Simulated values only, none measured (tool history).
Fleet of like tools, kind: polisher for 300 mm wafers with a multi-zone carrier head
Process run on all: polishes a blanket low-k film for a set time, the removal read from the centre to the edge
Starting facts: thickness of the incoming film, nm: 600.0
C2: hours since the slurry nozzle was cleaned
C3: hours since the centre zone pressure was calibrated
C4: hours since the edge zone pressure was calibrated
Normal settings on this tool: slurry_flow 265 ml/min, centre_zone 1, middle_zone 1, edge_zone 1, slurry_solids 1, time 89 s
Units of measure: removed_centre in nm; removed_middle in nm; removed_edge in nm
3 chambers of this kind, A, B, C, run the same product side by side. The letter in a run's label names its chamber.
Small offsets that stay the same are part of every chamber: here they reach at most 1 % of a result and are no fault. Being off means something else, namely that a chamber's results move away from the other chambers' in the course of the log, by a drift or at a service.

run 1B day=0.212 | slurry_flow=265 centre_zone=1 middle_zone=1 edge_zone=1 slurry_solids=1 time=89 | wafers_polished_on_this_pad=274 C2=328.7 C3=202.4 C4=245.8 | removed_centre=42.181 removed_middle=42.857 removed_edge=41.84
-- day=0.554 chamber C: centre zone pressure recalibrated
run 2A day=0.579 | slurry_flow=265 centre_zone=1 middle_zone=1 edge_zone=1 slurry_solids=1 time=89 | wafers_polished_on_this_pad=410 C2=210.8 C3=1127.8 C4=304.4 | removed_centre=41.637 removed_middle=41.556 removed_edge=41.352
run 3C day=0.783 | slurry_flow=265 centre_zone=1 middle_zone=1 edge_zone=1 slurry_solids=1 time=89 | wafers_polished_on_this_pad=386 C2=288.2 C3=5.5 C4=295.9 | removed_centre=41.83 removed_middle=42.006 removed_edge=41.951
run 4A day=1.029 | slurry_flow=265 centre_zone=1 middle_zone=1 edge_zone=1 slurry_solids=1 time=89 | wafers_polished_on_this_pad=561 C2=221.6 C3=1138.6 C4=315.2 | removed_centre=42.045 removed_middle=42.193 removed_edge=42.718
run 5C day=1.217 | slurry_flow=265 centre_zone=1 middle_zone=1 edge_zone=1 slurry_solids=1 time=89 | wafers_polished_on_this_pad=532 C2=298.6 C3=15.9 C4=306.3 | removed_centre=41.738 removed_middle=41.571 removed_edge=40.621
-- day=1.229 chamber B: worn pad replaced by a new one
run 6B day=1.567 | slurry_flow=265 centre_zone=1 middle_zone=1 edge_zone=1 slurry_solids=1 time=89 | wafers_polished_on_this_pad=114 C2=361.2 C3=234.9 C4=278.3 | removed_centre=41.477 removed_middle=42.305 removed_edge=42.514
run 7C day=1.892 | slurry_flow=265 centre_zone=1 middle_zone=1 edge_zone=1 slurry_solids=1 time=89 | wafers_polished_on_this_pad=760 C2=314.8 C3=32.1 C4=322.5 | removed_centre=41.944 removed_middle=42.087 removed_edge=42.081
run 8B day=2.167 | slurry_flow=265 centre_zone=1 middle_zone=1 edge_zone=1 slurry_solids=1 time=89 | wafers_polished_on_this_pad=316 C2=375.6 C3=249.3 C4=292.7 | removed_centre=42.518 removed_middle=41.068 removed_edge=41.974
-- day=2.462 chamber A: slurry nozzle cleaned
run 9A day=2.496 | slurry_flow=265 centre_zone=1 middle_zone=1 edge_zone=1 slurry_solids=1 time=89 | wafers_polished_on_this_pad=1056 C2=0.8 C3=1173.8 C4=350.4 | removed_centre=41.527 removed_middle=42.13 removed_edge=42.1
-- day=2.821 chamber A: worn pad replaced by a new one
run 10A day=2.833 | slurry_flow=265 centre_zone=1 middle_zone=1 edge_zone=1 slurry_solids=1 time=89 | wafers_polished_on_this_pad=4 C2=8.9 C3=1181.9 C4=358.5 | removed_centre=40.978 removed_middle=41.889 removed_edge=40.906
run 11B day=3.112 | slurry_flow=265 centre_zone=1 middle_zone=1 edge_zone=1 slurry_solids=1 time=89 | wafers_polished_on_this_pad=635 C2=398.3 C3=272 C4=315.4 | removed_centre=41.698 removed_middle=41.478 removed_edge=42.958
-- day=3.121 chamber B: worn pad replaced by a new one
run 12C day=3.421 | slurry_flow=265 centre_zone=1 middle_zone=1 edge_zone=1 slurry_solids=1 time=89 | wafers_polished_on_this_pad=1276 C2=351.5 C3=68.8 C4=359.2 | removed_centre=42.225 removed_middle=41.585 removed_edge=41.45
run 13A day=3.588 | slurry_flow=265 centre_zone=1 middle_zone=1 edge_zone=1 slurry_solids=1 time=89 | wafers_polished_on_this_pad=258 C2=27 C3=1200 C4=376.6 | removed_centre=40.565 removed_middle=40.958 removed_edge=41.593
run 14C day=3.762 | slurry_flow=265 centre_zone=1 middle_zone=1 edge_zone=1 slurry_solids=1 time=89 | wafers_polished_on_this_pad=1391 C2=359.7 C3=77 C4=367.4 | removed_centre=41.818 removed_middle=42.565 removed_edge=41.37
run 15B day=3.979 | slurry_flow=265 centre_zone=1 middle_zone=1 edge_zone=1 slurry_solids=1 time=89 | wafers_polished_on_this_pad=289 C2=419.1 C3=292.8 C4=336.2 | removed_centre=42.11 removed_middle=41.634 removed_edge=41.448
-- day=4.079 chamber C: worn pad replaced by a new one
run 16C day=4.3 | slurry_flow=175 centre_zone=1 middle_zone=1 edge_zone=1.1 slurry_solids=1 time=89 | wafers_polished_on_this_pad=75 C2=372.6 C3=89.9 C4=380.3 | removed_centre=39.461 removed_middle=39.16 removed_edge=42.145
run 17B day=4.571 | slurry_flow=175 centre_zone=1 middle_zone=1 edge_zone=1.1 slurry_solids=1 time=89 | wafers_polished_on_this_pad=489 C2=433.3 C3=307 C4=350.4 | removed_centre=39.748 removed_middle=40.249 removed_edge=41.773
run 18A day=4.783 | slurry_flow=175 centre_zone=1 middle_zone=1 edge_zone=1.1 slurry_solids=1 time=89 | wafers_polished_on_this_pad=662 C2=55.7 C3=1228.7 C4=405.3 | removed_centre=39.561 removed_middle=40.154 removed_edge=41.63
run 19B day=5.1 | slurry_flow=265 centre_zone=1 middle_zone=1 edge_zone=1 slurry_solids=1 time=89 | wafers_polished_on_this_pad=668 C2=446 C3=319.7 C4=363.1 | removed_centre=41.715 removed_middle=41.568 removed_edge=42.279
-- day=5.242 chamber A: centre zone pressure recalibrated
-- day=5.342 chamber B: worn pad replaced by a new one
run 20C day=5.467 | slurry_flow=265 centre_zone=1 middle_zone=1 edge_zone=1 slurry_solids=1 time=89 | wafers_polished_on_this_pad=469 C2=400.6 C3=117.9 C4=408.3 | removed_centre=42.188 removed_middle=42.759 removed_edge=42.765
run 21A day=5.779 | slurry_flow=265 centre_zone=1 middle_zone=1 edge_zone=1 slurry_solids=1 time=89 | wafers_polished_on_this_pad=998 C2=79.6 C3=12.9 C4=429.2 | removed_centre=38.911 removed_middle=42.122 removed_edge=41.989
run 22B day=6.004 | slurry_flow=265 centre_zone=1 middle_zone=1 edge_zone=1 slurry_solids=1 time=89 | wafers_polished_on_this_pad=224 C2=467.7 C3=341.4 C4=384.8 | removed_centre=41.693 removed_middle=41.199 removed_edge=42.756
-- day=6.175 chamber A: worn pad replaced by a new one
run 23A day=6.362 | slurry_flow=265 centre_zone=1 middle_zone=1 edge_zone=1 slurry_solids=1 time=89 | wafers_polished_on_this_pad=64 C2=93.6 C3=26.9 C4=443.2 | removed_centre=39.028 removed_middle=41.04 removed_edge=41.322
run 24C day=6.658 | slurry_flow=265 centre_zone=1 middle_zone=1 edge_zone=1 slurry_solids=1.25 time=89 | wafers_polished_on_this_pad=871 C2=429.2 C3=146.5 C4=436.9 | removed_centre=46.087 removed_middle=45.562 removed_edge=45.947
run 25B day=6.95 | slurry_flow=265 centre_zone=1 middle_zone=1 edge_zone=1 slurry_solids=1.25 time=89 | wafers_polished_on_this_pad=543 C2=490.4 C3=364.1 C4=407.5 | removed_centre=46.032 removed_middle=45.613 removed_edge=45.51
-- day=7.067 chamber A: edge zone pressure recalibrated
run 26C day=7.192 | slurry_flow=265 centre_zone=1 middle_zone=1 edge_zone=1 slurry_solids=1.25 time=89 | wafers_polished_on_this_pad=1051 C2=442 C3=159.3 C4=449.7 | removed_centre=46.372 removed_middle=45.879 removed_edge=45.525
run 27A day=7.417 | slurry_flow=265 centre_zone=1 middle_zone=1 edge_zone=1 slurry_solids=1 time=89 | wafers_polished_on_this_pad=420 C2=118.9 C3=52.2 C4=8.4 | removed_centre=38.436 removed_middle=41.546 removed_edge=41.854
-- day=7.592 chamber B: worn pad replaced by a new one
run 28C day=7.746 | slurry_flow=265 centre_zone=1 middle_zone=1 edge_zone=1 slurry_solids=1 time=89 | wafers_polished_on_this_pad=1238 C2=455.3 C3=172.6 C4=463 | removed_centre=41.893 removed_middle=41.933 removed_edge=41.093
run 29A day=8.025 | slurry_flow=265 centre_zone=1 middle_zone=1 edge_zone=1 slurry_solids=1 time=89 | wafers_polished_on_this_pad=625 C2=133.5 C3=66.8 C4=23 | removed_centre=39.21 removed_middle=41.876 removed_edge=41.954
-- day=8.208 chamber C: worn pad replaced by a new one
run 30B day=8.221 | slurry_flow=265 centre_zone=1 middle_zone=1 edge_zone=1 slurry_solids=1 time=89 | wafers_polished_on_this_pad=213 C2=520.9 C3=394.6 C4=438 | removed_centre=42.947 removed_middle=41.663 removed_edge=41.943
-- day=8.429 chamber C: slurry nozzle cleaned
run 31B day=8.596 | slurry_flow=265 centre_zone=1 middle_zone=1 edge_zone=1 slurry_solids=1 time=89 | wafers_polished_on_this_pad=339 C2=529.9 C3=403.6 C4=447 | removed_centre=40.502 removed_middle=41.623 removed_edge=42.464
run 32C day=8.858 | slurry_flow=265 centre_zone=1 middle_zone=1 edge_zone=1 slurry_solids=1 time=119 | wafers_polished_on_this_pad=219 C2=10.4 C3=199.3 C4=489.7 | removed_centre=56.387 removed_middle=55.437 removed_edge=56.369
-- day=9.075 chamber A: worn pad replaced by a new one
run 33A day=9.146 | slurry_flow=265 centre_zone=1 middle_zone=1 edge_zone=1 slurry_solids=1 time=119 | wafers_polished_on_this_pad=25 C2=160.4 C3=93.7 C4=49.9 | removed_centre=52.045 removed_middle=56.231 removed_edge=56.199
run 34A day=9.312 | slurry_flow=265 centre_zone=1 middle_zone=1 edge_zone=1 slurry_solids=1 time=119 | wafers_polished_on_this_pad=81 C2=164.4 C3=97.7 C4=53.9 | removed_centre=51.662 removed_middle=55.403 removed_edge=56.734
-- day=9.404 chamber B: worn pad replaced by a new one
run 35B day=9.654 | slurry_flow=265 centre_zone=1 middle_zone=1 edge_zone=1 slurry_solids=1 time=89 | wafers_polished_on_this_pad=85 C2=555.3 C3=429 C4=472.4 | removed_centre=40.615 removed_middle=41.995 removed_edge=41.961
run 36C day=9.912 | slurry_flow=265 centre_zone=1 middle_zone=1 edge_zone=1 slurry_solids=1 time=89 | wafers_polished_on_this_pad=575 C2=35.7 C3=224.6 C4=515 | removed_centre=42.625 removed_middle=41.798 removed_edge=41.784

One chamber off, gauge drift, or nothing amiss beyond the chambers' own small offsets? If it is a chamber, which one, and what is the likeliest cause?

The work done on chamber A during a service left it standing apart from the others.
Most likely cause: centre zone's pressure below its setpoint, % = 6.09.

Chamber A could run next with any of the 4 candidate recipes listed below; each alters the usual settings, and their results appear as question marks. Which one brings its results back in line with what the other chambers deliver on the usual settings?
Counts as in line when no further than this from what the other chambers average on the usual settings: removed_centre 1.6 nm; removed_middle 1.8 nm; removed_edge 2.2 nm
run 37A-1 day=10.179 | slurry_flow=275 centre_zone=1.11 middle_zone=0.99 edge_zone=0.95 slurry_solids=1 time=90 | removed_centre=? removed_middle=? removed_edge=?
run 37A-2 day=10.179 | slurry_flow=255 centre_zone=0.89 middle_zone=1.01 edge_zone=1.05 slurry_solids=1 time=88 | removed_centre=? removed_middle=? removed_edge=?
run 37A-3 day=10.179 | slurry_flow=270 centre_zone=1.06 middle_zone=1 edge_zone=0.98 slurry_solids=1 time=89 | removed_centre=? removed_middle=? removed_edge=?
run 37A-4 day=10.179 | slurry_flow=260 centre_zone=0.94 middle_zone=1 edge_zone=1.02 slurry_solids=1 time=89 | removed_centre=? removed_middle=? removed_edge=?

Usual-settings mean across the other chambers: removed_centre 41.985 nm; removed_middle 41.972 nm; removed_edge 41.846 nm
run=37A-1 removed_centre=44.555 removed_middle=41.854 removed_edge=41.482
run=37A-2 removed_centre=33.716 removed_middle=41.39 removed_edge=42.498
run=37A-3 removed_centre=41.779 removed_middle=41.703 removed_edge=41.627
run=37A-4 removed_centre=36.358 removed_middle=41.558 removed_edge=42.39
37A-3 brings the chamber back in line.
